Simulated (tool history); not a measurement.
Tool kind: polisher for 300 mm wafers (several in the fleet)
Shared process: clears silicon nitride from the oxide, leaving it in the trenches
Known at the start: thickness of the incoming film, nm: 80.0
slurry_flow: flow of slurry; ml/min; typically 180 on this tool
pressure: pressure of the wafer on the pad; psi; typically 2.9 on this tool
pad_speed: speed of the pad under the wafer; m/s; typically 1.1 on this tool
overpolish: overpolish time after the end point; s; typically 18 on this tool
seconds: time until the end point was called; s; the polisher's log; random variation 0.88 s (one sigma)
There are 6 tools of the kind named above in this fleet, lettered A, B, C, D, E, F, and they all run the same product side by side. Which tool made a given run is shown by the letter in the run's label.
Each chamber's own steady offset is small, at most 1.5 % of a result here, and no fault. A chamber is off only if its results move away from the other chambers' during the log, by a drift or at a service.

run	hour	slurry_flow	pressure	pad_speed	overpolish	seconds
1A	10.5	180	2.9	1.1	18	84.236
2C	23.5	180	2.9	1.1	18	80.957
# hour 24.7: chamber E: worn pad replaced by a new one
3D	31.4	180	2.9	1.1	18	78.826
# hour 38.2: chamber A: slurry nozzle cleaned
# hour 39.1: chamber D: worn pad replaced by a new one
4F	41.2	180	2.9	1.1	18	80.774
# hour 44.6: chamber F: worn pad replaced by a new one
5E	47.5	180	2.9	1.1	18	82.366
6B	62	180	2	0.98	18	131.83
7F	73	180	2	0.98	18	130.67
# hour 84.2: chamber A: worn pad replaced by a new one
8D	84.7	180	2	0.98	18	128.73
9E	97.9	180	2	0.98	18	130.67
10B	111.1	180	2	0.98	18	131.9
# hour 117.7: chamber E: worn pad replaced by a new one
11C	123.9	180	2	0.98	18	132.05
12A	130.4	180	2.9	1.1	18	81.643
# hour 137.2: chamber B: worn pad replaced by a new one
13B	143.6	180	2.9	1.1	18	80.674
14E	157.1	180	2.9	1.1	18	80.921
15D	166.6	180	2.9	1.1	18	78.959
16C	178.1	180	2.9	1.1	18	82.907
# hour 179.8: chamber A: head pressure recalibrated
# hour 180.6: chamber F: worn pad replaced by a new one
# hour 182.3: chamber E: head pressure recalibrated
17A	191.6	180	2.9	1.1	18	78.655
# hour 192: chamber F: slurry nozzle cleaned
# hour 195.9: chamber A: worn pad replaced by a new one
18F	205.8	180	2.9	1.1	18	80
19E	217.9	180	2.9	1.1	18	80.002
# hour 219.7: chamber D: head pressure recalibrated
# hour 229: chamber E: worn pad replaced by a new one
20C	229.4	180	2.9	1.1	18	83.464
# hour 232.1: chamber D: worn pad replaced by a new one
21D	242.8	180	2.9	1.1	18	79.725
# hour 250: chamber E: slurry nozzle cleaned
22B	252.6	180	2.9	1.1	18	80.323
# hour 254.1: chamber B: head pressure recalibrated
23F	261.2	180	2.9	1.1	18	81.888
24A	273.9	180	2.9	1.1	18	80.144
25E	282.2	180	2.9	1.1	18	80.471
# hour 288.5: chamber B: worn pad replaced by a new one
# hour 294.4: chamber A: worn pad replaced by a new one
26D	296.6	180	2.9	1.1	18	80.713
27C	309.6	180	2.9	1.1	18	85.862
# hour 315.2: chamber F: worn pad replaced by a new one
28B	316.5	180	2.9	1.1	18	80.688
29A	324.1	180	2.9	1.1	18	83.125
# hour 324.2: chamber E: worn pad replaced by a new one
30F	334.7	180	3.2	0.9	18	89.087
31B	344	180	3.2	0.9	18	88.535
32C	356.4	180	3.2	0.9	18	96.01
33E	364.9	180	3.2	0.9	18	89.889
34A	375.8	180	3.2	0.9	18	91.276
35D	389.2	180	3.2	0.9	18	88.992
# hour 400: chamber A: worn pad replaced by a new one
36F	403.4	180	2.9	1.1	18	79.435
# hour 408.9: chamber F: head pressure recalibrated
# hour 413.4: chamber E: worn pad replaced by a new one
# hour 415.6: chamber D: worn pad replaced by a new one
37B	416.5	180	2.1	1.1	18	109.75
# hour 424.5: chamber F: worn pad replaced by a new one
38A	425.2	180	2.1	1.1	18	113.62
39E	432.1	180	2.1	1.1	18	110.85
40C	443	180	2.1	1.1	18	123.81
41D	454.3	180	2.1	1.1	18	113.45
42F	466.6	180	2.1	1.1	18	111.4
43D	479.2	180	2.9	1.1	18	81.106
44F	491.9	180	2.9	1.1	18	83.086

Each of the 6 chambers runs these same settings next. Fill in every chamber's results:
45A	502.4	180	2.9	1.1	18	?
45B	502.4	180	2.9	1.1	18	?
45C	502.4	180	2.9	1.1	18	?
45D	502.4	180	2.9	1.1	18	?
45E	502.4	180	2.9	1.1	18	?
45F	502.4	180	2.9	1.1	18	?

run	seconds
45A	83.575
45B	80.236
45C	91.504
45D	78.873
45E	80.595
45F	79.442
